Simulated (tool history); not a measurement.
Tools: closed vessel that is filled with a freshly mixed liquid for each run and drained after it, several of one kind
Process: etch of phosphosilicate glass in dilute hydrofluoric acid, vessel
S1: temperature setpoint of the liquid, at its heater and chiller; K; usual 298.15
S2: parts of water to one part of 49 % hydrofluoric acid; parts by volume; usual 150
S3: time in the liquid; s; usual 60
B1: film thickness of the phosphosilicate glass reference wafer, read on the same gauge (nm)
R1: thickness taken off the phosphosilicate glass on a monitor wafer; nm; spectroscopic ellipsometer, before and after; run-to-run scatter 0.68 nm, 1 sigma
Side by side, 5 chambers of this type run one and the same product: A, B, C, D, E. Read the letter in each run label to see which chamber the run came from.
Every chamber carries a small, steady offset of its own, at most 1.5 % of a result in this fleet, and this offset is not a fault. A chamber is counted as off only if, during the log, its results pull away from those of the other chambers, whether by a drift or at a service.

| run | day | S1 | S2 | S3 | B1 | R1 |
|---|---|---|---|---|---|---|
| 1D | 0.267 | 298.15 | 150 | 60 | 80.014 | 78.287 |
| 2E | 0.725 | 298.15 | 150 | 60 | 80.003 | 77.809 |
| 3B | 1.117 | 298.15 | 150 | 60 | 80.012 | 78.258 |
| 4A | 1.525 | 298.15 | 150 | 60 | 80.012 | 79.364 |
| 5C | 1.896 | 298.15 | 150 | 60 | 79.975 | 77.927 |
| 6A | 2.15 | 298.15 | 150 | 60 | 80.035 | 80.837 |
| 7E | 2.4 | 298.15 | 150 | 90 | 79.986 | 118.28 |
| 8B | 2.617 | 298.15 | 150 | 90 | 79.986 | 117 |
| 9D | 2.925 | 298.15 | 150 | 90 | 80.01 | 117.66 |
| 10C | 3.175 | 298.15 | 150 | 90 | 79.997 | 116.86 |
| 11D | 3.621 | 298.15 | 150 | 90 | 80.017 | 115.82 |
| 12C | 3.892 | 298.15 | 150 | 60 | 79.994 | 76.343 |
| 13E | 4.167 | 298.15 | 150 | 60 | 80.009 | 77.503 |
| 14A | 4.554 | 298.15 | 150 | 60 | 80.011 | 78.85 |
| 15B | 4.904 | 298.15 | 150 | 60 | 80.011 | 78.178 |
| 16A | 5.138 | 298.15 | 150 | 80 | 80.007 | 104.7 |
| 17C | 5.392 | 298.15 | 150 | 80 | 80.018 | 104.16 |
| 18D | 5.754 | 298.15 | 150 | 80 | 80.024 | 101.43 |
| 19B | 6.229 | 298.15 | 150 | 80 | 80 | 104.13 |
| 20E | 6.604 | 298.15 | 150 | 80 | 80.025 | 105.19 |
| 21B | 6.904 | 298.15 | 150 | 60 | 80.009 | 78.183 |
| 22A | 7.258 | 294.15 | 150 | 60 | 79.998 | 68.191 |
| 23E | 7.696 | 294.15 | 150 | 60 | 80.004 | 66.366 |
| 24D | 8.054 | 294.15 | 150 | 60 | 80.041 | 64.066 |
| 25C | 8.288 | 294.15 | 150 | 60 | 79.998 | 67.255 |
|  | 8.321 | chamber C: thermometer replaced |
| 26D | 8.675 | 294.15 | 150 | 60 | 80.024 | 63.91 |
| 27B | 9.104 | 298.15 | 150 | 60 | 79.991 | 77.158 |
| 28E | 9.417 | 298.15 | 150 | 60 | 79.987 | 76.961 |
| 29C | 9.708 | 298.15 | 150 | 60 | 80.011 | 78.021 |
| 30A | 9.946 | 298.15 | 150 | 60 | 79.98 | 79.728 |
| 31E | 10.325 | 298.15 | 150 | 60 | 80.006 | 77.627 |
| 32B | 10.725 | 298.15 | 150 | 60 | 80.007 | 77.333 |
| 33A | 11.079 | 298.15 | 150 | 60 | 80.025 | 79.568 |

Is one chamber out of step, is the gauge drifting, or do the chambers differ by no more than their own small offsets? For an off chamber, give its letter and the likeliest cause.

One chamber, D, drifts off from the rest bit by bit.
Likeliest cause: liquid colder than its thermometer reads (K) = 1.94.
The log might look much the same if the cause were instead: hydrofluoric acid flow below the setpoint (%).

Here are 4 candidates for chamber D's next run, each the usual settings with a change, their results left as question marks. Which one brings its results back in line with what the others give on the usual settings?
A result is in line if it is within this distance of the other chambers' mean on the usual settings: R1 2.4 nm
| 34D-1 | 11.425 | 298.15 | 145 | 65 |  | ? |
| 34D-2 | 11.425 | 300.15 | 150 | 60 |  | ? |
| 34D-3 | 11.425 | 295.15 | 150 | 60 |  | ? |
| 34D-4 | 11.425 | 296.15 | 150 | 60 |  | ? |

The other chambers' mean on the usual settings: R1 78.225 nm
| run | R1 |
|---|---|
| 34D-1 | 82.307 |
| 34D-2 | 78.697 |
| 34D-3 | 64.995 |
| 34D-4 | 67.592 |
34D-2 is the one that brings the chamber's results back in line with the other chambers.
